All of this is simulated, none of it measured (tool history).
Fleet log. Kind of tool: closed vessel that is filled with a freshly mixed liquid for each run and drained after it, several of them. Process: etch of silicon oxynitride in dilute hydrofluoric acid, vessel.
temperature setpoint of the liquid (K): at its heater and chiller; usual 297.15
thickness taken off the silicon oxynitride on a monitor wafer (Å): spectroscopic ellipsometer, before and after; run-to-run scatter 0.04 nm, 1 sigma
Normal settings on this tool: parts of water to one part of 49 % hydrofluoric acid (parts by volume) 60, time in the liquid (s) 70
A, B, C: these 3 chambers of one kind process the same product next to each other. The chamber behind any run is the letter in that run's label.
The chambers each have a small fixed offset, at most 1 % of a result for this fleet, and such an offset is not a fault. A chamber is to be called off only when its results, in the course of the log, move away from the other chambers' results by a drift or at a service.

run  hour  temperature setpoint of the liquid (K)  parts of water to one part of 49 % hydrofluoric acid (parts by volume)  time in the liquid (s)  hours since the thermometer was replaced  hours since the hydrofluoric acid flow meter was replaced  read-back film thickness of the silicon oxynitride reference wafer, read on the same gauge (nm)  thickness taken off the silicon oxynitride on a monitor wafer (Å)
 1C   2.7                                  297.15                                                                      60                      70                                    1022.1                                                     2505.9                                                                                           30.041                                                             50.439
 2A   6.4                                  297.15                                                                      60                      70                                     353.2                                                      244.6                                                                                           30.001                                                             50.747
 3B   9.2                                  297.15                                                                      60                      70                                      1013                                                      547.6                                                                                           29.971                                                             49.566
 4B  13.1                                  297.15                                                                      60                      70                                    1016.9                                                      551.5                                                                                           29.989                                                             49.508
 5A  15.4                                  294.15                                                                      35                      70                                     362.2                                                      253.6                                                                                           29.998                                                             77.099
 6C  17.6                                  294.15                                                                      35                      70                                      1037                                                     2520.8                                                                                           30.014                                                             73.378
 7A  20.8                                  294.15                                                                      35                      70                                     367.6                                                        259                                                                                           29.997                                                              76.45
 8C    25                                  297.15                                                                      60                      70                                    1044.4                                                     2528.2                                                                                           30.004                                                             49.764
 9B  28.9                                  297.15                                                                      60                      70                                    1032.7                                                      567.3                                                                                           30.009                                                             48.291
10B  32.1                                  297.15                                                                      75                      70                                    1035.9                                                      570.5                                                                                           30.003                                                             38.587
11C  35.3                                  297.15                                                                      75                      70                                    1054.7                                                     2538.5                                                                                           30.016                                                             39.327
12A  39.3                                  297.15                                                                      75                      70                                     386.1                                                      277.5                                                                                           30.024                                                             39.821
13B  41.9                                  297.15                                                                      60                      70                                    1045.7                                                      580.3                                                                                           30.016                                                             47.822
14A  44.9                                  297.15                                                                      60                      70                                     391.7                                                      283.1                                                                                            29.99                                                             50.206
15C  47.5                                  297.15                                                                      60                      70                                    1066.9                                                     2550.7                                                                                           30.029                                                             49.149
16A  50.7                                  297.15                                                                      60                      70                                     397.5                                                      288.9                                                                                           29.983                                                             50.836
17C  53.3                                  297.15                                                                      60                     100                                    1072.7                                                     2556.5                                                                                           30.001                                                             71.635
18B  55.6                                  297.15                                                                      60                     100                                    1059.4                                                        594                                                                                           29.977                                                             65.195
19A  58.2                                  297.15                                                                      60                     100                                       405                                                      296.4                                                                                           29.971                                                             70.772
     59.2  -- chamber C: hydrofluoric acid flow meter replaced
20B  60.2                                  297.15                                                                      60                      70                                      1064                                                      598.6                                                                                           30.002                                                             45.303
21C  64.1                                  297.15                                                                      90                      70                                    1083.5                                                          5                                                                                           29.971                                                             33.094

Each of the 3 chambers runs these same settings next. Fill in every chamber's results:
22A  67.1                                  297.15                                                                      60                      70                                                                                                                                                                                                                                                                        ?
22B  67.1                                  297.15                                                                      60                      70                                                                                                                                                                                                                                                                        ?
22C  67.1                                  297.15                                                                      60                      70                                                                                                                                                                                                                                                                        ?

run  thickness taken off the silicon oxynitride on a monitor wafer (Å)
22A                                                             49.929
22B                                                             45.698
22C                                                             50.579

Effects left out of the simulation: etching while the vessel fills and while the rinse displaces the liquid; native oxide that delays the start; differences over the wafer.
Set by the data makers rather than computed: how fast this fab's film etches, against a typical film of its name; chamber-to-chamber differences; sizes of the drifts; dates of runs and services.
